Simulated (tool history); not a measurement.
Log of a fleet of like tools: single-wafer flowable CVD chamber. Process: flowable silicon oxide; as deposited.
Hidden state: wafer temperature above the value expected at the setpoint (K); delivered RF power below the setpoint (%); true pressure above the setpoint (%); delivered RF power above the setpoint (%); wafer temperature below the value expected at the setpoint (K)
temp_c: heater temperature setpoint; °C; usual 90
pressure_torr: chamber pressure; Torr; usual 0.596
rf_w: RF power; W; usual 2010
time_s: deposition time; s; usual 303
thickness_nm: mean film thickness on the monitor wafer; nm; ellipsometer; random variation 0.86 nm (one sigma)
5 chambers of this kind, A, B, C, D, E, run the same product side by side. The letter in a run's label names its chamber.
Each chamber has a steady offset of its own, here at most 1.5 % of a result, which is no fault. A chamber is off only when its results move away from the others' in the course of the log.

run,hour,temp_c,pressure_torr,rf_w,time_s,hours since the last thermocouple change,hours since the last RF generator calibration,hours since the last manometer calibration,"read-back reference wafer on the same gauge, thickness_nm",thickness_nm
1A,9.6,90,0.596,2010,303,166.5,207.6,615.4,205.02,174.14
2C,17.7,90,0.596,2010,303,920.4,877.2,3113.1,204.91,173.65
3D,27,90,0.596,2010,303,692.1,368,1890.2,205.15,173.82
4E,35.1,90,0.596,2010,303,237.3,676.4,1473.1,205,172.1
5B,40.5,83,0.596,1870,303,463.5,1018.4,1594.1,205.08,208.02
6A,46.2,83,0.596,1870,303,203.1,244.2,652,205.19,210.65
7D,53.9,83,0.596,1870,303,719,394.9,1917.1,205.15,207.35
8E,59.4,83,0.596,1870,303,261.6,700.7,1497.4,205.08,210.68
9C,64.7,83,0.596,1870,303,967.4,924.2,3160.1,205.24,209.91
10B,69.6,90,0.596,2010,303,492.6,1047.5,1623.2,204.85,174.35
# hour 79.8: chamber C: capacitance manometer re-zeroed and calibrated
11E,80,90,0.596,2010,303,282.2,721.3,1518,204.95,172.63
12A,89.5,90,0.596,2010,303,246.4,287.5,695.3,205.01,173.64
13B,96.7,90,0.596,2010,303,519.7,1074.6,1650.3,204.84,173.78
14D,104.3,90,0.596,2010,303,769.4,445.3,1967.5,204.88,171.99
15C,109.7,90,0.596,2010,303,1012.4,969.2,30,205.02,181.42
16D,120,90,0.596,2010,303,785.1,461,1983.2,205.02,173.61
17E,129.4,90,0.596,2010,303,331.6,770.7,1567.4,204.96,174.31
18B,134,90,0.596,2010,303,557,1111.9,1687.6,205.1,173.18
19A,140.1,90,0.596,2010,303,297,338.1,745.9,205.05,174.6
20C,145.1,90,0.596,2010,303,1047.8,1004.6,65.4,205.1,181.47
21C,153.7,90,0.596,2010,303,1056.4,1013.2,74,204.93,182.82
22B,160,90,0.596,2010,303,583,1137.9,1713.6,205.04,173.87
23E,169,90,0.596,2010,303,371.2,810.3,1607,204.8,175.13
24A,174.1,90,0.596,2190,303,331,372.1,779.9,205.08,177.09
25D,179,90,0.596,2190,303,844.1,520,2042.2,205.07,174.76
26C,187.9,90,0.596,2190,303,1090.6,1047.4,108.2,204.98,184.92
27E,193.8,90,0.596,2190,303,396,835.1,1631.8,204.73,177.96
28B,203.2,90,0.596,2190,303,626.2,1181.1,1756.8,205.17,175.92
29A,208.3,90,0.596,2010,303,365.2,406.3,814.1,205.15,175.26
30D,217.9,90,0.596,2010,303,883,558.9,2081.1,205.08,173.68
31B,225,90,0.596,2010,303,648,1202.9,1778.6,205.01,172.01
32D,232.8,90,0.596,2010,303,897.9,573.8,2096,204.85,173.73
33C,239.4,90,0.596,2305,361,1142.1,1098.9,159.7,204.77,222.94
34A,243.9,90,0.596,2305,361,400.8,441.9,849.7,205.05,212.3
35E,252.4,90,0.596,2305,361,454.6,893.7,1690.4,205.12,214.01

All 5 chambers run these settings next. Forecast each chamber's results:
36A,259.9,82,0.596,2010,303,,,,,?
36B,259.9,82,0.596,2010,303,,,,,?
36C,259.9,82,0.596,2010,303,,,,,?
36D,259.9,82,0.596,2010,303,,,,,?
36E,259.9,82,0.596,2010,303,,,,,?

run,thickness_nm
36A,221.82
36B,218
36C,231.95
36D,217.66
36E,222.16
